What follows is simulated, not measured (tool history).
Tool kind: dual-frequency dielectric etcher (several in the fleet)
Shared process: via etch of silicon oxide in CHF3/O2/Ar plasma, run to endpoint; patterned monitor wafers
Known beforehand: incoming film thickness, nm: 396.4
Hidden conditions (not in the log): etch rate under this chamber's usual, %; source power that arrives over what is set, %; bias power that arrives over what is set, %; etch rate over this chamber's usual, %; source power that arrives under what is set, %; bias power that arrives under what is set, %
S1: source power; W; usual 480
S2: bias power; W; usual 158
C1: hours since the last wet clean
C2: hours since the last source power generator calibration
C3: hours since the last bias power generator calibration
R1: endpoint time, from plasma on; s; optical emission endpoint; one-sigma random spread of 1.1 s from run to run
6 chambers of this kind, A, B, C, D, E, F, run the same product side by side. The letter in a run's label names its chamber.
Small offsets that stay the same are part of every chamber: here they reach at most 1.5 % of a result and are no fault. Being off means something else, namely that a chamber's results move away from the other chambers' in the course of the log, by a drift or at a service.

Run 1C, hour 11.0: usual settings; C1 244.1; C2 588.3; C3 3133.8. Result: R1 228.33 s.
Run 2F, hour 21.0: usual settings; C1 287.7; C2 4818.9; C3 995.5. Result: R1 229.06 s.
Run 3E, hour 28.6: usual settings; C1 366.6; C2 2197.3; C3 1044.7. Result: R1 230.91 s.
Run 4A, hour 35.9: usual settings; C1 464.8; C2 512.1; C3 2343.0. Result: R1 225.50 s.
Run 5B, hour 42.0: usual settings; C1 215.2; C2 2093.3; C3 1600.8. Result: R1 227.81 s.
Run 6D, hour 51.5: usual settings but S1 430 W; C1 706.9; C2 116.3; C3 1029.8. Result: R1 233.58 s.
Run 7A, hour 63.9: usual settings but S1 430 W; C1 492.8; C2 540.1; C3 2371.0. Result: R1 235.86 s.
At hour 75.4: chamber D: wet clean of the chamber.
Run 8E, hour 75.6: usual settings but S1 430 W; C1 413.6; C2 2244.3; C3 1091.7. Result: R1 238.52 s.
Run 9F, hour 87.5: usual settings but S1 430 W; C1 354.2; C2 4885.4; C3 1062.0. Result: R1 241.37 s.
Run 10D, hour 94.1: usual settings but S1 430 W; C1 18.7; C2 158.9; C3 1072.4. Result: R1 235.61 s.
Run 11C, hour 103.3: usual settings but S1 430 W; C1 336.4; C2 680.6; C3 3226.1. Result: R1 238.26 s.
Run 12B, hour 113.7: usual settings; C1 286.9; C2 2165.0; C3 1672.5. Result: R1 226.31 s.
Run 13D, hour 124.8: usual settings; C1 49.4; C2 189.6; C3 1103.1. Result: R1 222.98 s.
Run 14A, hour 135.7: usual settings; C1 564.6; C2 611.9; C3 2442.8. Result: R1 226.38 s.
Run 15F, hour 143.7: usual settings; C1 410.4; C2 4941.6; C3 1118.2. Result: R1 230.55 s.
Run 16C, hour 152.4: usual settings; C1 385.5; C2 729.7; C3 3275.2. Result: R1 229.06 s.
Run 17B, hour 158.6: usual settings; C1 331.8; C2 2209.9; C3 1717.4. Result: R1 226.78 s.
Run 18E, hour 167.4: usual settings; C1 505.4; C2 2336.1; C3 1183.5. Result: R1 230.13 s.
Run 19D, hour 178.9: usual settings; C1 103.5; C2 243.7; C3 1157.2. Result: R1 224.78 s.
Run 20C, hour 191.6: usual settings; C1 424.7; C2 768.9; C3 3314.4. Result: R1 228.15 s.
Run 21A, hour 204.4: usual settings but S2 143 W; C1 633.3; C2 680.6; C3 2511.5. Result: R1 234.53 s.
Run 22E, hour 211.1: usual settings but S2 143 W; C1 549.1; C2 2379.8; C3 1227.2. Result: R1 236.12 s.
At hour 211.6: chamber E: wet clean of the chamber.
Run 23B, hour 219.0: usual settings but S2 143 W; C1 392.2; C2 2270.3; C3 1777.8. Result: R1 234.89 s.
Run 24F, hour 231.2: usual settings but S2 143 W; C1 497.9; C2 5029.1; C3 1205.7. Result: R1 239.40 s.
At hour 238.3: chamber A: wet clean of the chamber.
Run 25A, hour 243.9: usual settings but S2 143 W; C1 5.6; C2 720.1; C3 2551.0. Result: R1 233.78 s.
Run 26F, hour 251.2: usual settings but S2 143 W; C1 517.9; C2 5049.1; C3 1225.7. Result: R1 235.53 s.
Run 27E, hour 261.1: usual settings; C1 49.6; C2 2429.8; C3 1277.2. Result: R1 229.33 s.
Run 28C, hour 272.4: usual settings; C1 505.5; C2 849.7; C3 3395.2. Result: R1 231.39 s.
Run 29D, hour 278.1: usual settings; C1 202.7; C2 342.9; C3 1256.4. Result: R1 224.35 s.
At hour 279.5: chamber F: wet clean of the chamber.
Run 30B, hour 288.2: usual settings; C1 461.4; C2 2339.5; C3 1847.0. Result: R1 224.16 s.
Run 31B, hour 296.4: usual settings; C1 469.6; C2 2347.7; C3 1855.2. Result: R1 226.16 s.
Run 32E, hour 305.9: usual settings; C1 94.4; C2 2474.6; C3 1322.0. Result: R1 231.73 s.
Run 33A, hour 314.7: usual settings; C1 76.4; C2 790.9; C3 2621.8. Result: R1 227.80 s.
Run 34D, hour 326.6: usual settings but S1 570 W; C1 251.2; C2 391.4; C3 1304.9. Result: R1 210.29 s.
Run 35F, hour 333.5: usual settings but S1 570 W; C1 54.1; C2 5131.4; C3 1308.0. Result: R1 213.88 s.
Run 36C, hour 342.1: usual settings but S1 570 W; C1 575.2; C2 919.4; C3 3464.9. Result: R1 214.40 s.
At hour 344.5: chamber C: wet clean of the chamber.
Run 37F, hour 354.3: usual settings but S1 570 W; C1 74.9; C2 5152.2; C3 1328.8. Result: R1 215.81 s.
Run 38C, hour 366.6: usual settings but S1 570 W; C1 22.1; C2 943.9; C3 3489.4. Result: R1 212.36 s.
Run 39D, hour 378.0: usual settings but S1 570 W; C1 302.6; C2 442.8; C3 1356.3. Result: R1 211.68 s.

One chamber off, gauge drift, or nothing amiss beyond the chambers' own small offsets? If it is a chamber, which one, and what is the likeliest cause?

Neither any chamber nor the gauge drifts; the chambers differ only by their own small, steady offsets.

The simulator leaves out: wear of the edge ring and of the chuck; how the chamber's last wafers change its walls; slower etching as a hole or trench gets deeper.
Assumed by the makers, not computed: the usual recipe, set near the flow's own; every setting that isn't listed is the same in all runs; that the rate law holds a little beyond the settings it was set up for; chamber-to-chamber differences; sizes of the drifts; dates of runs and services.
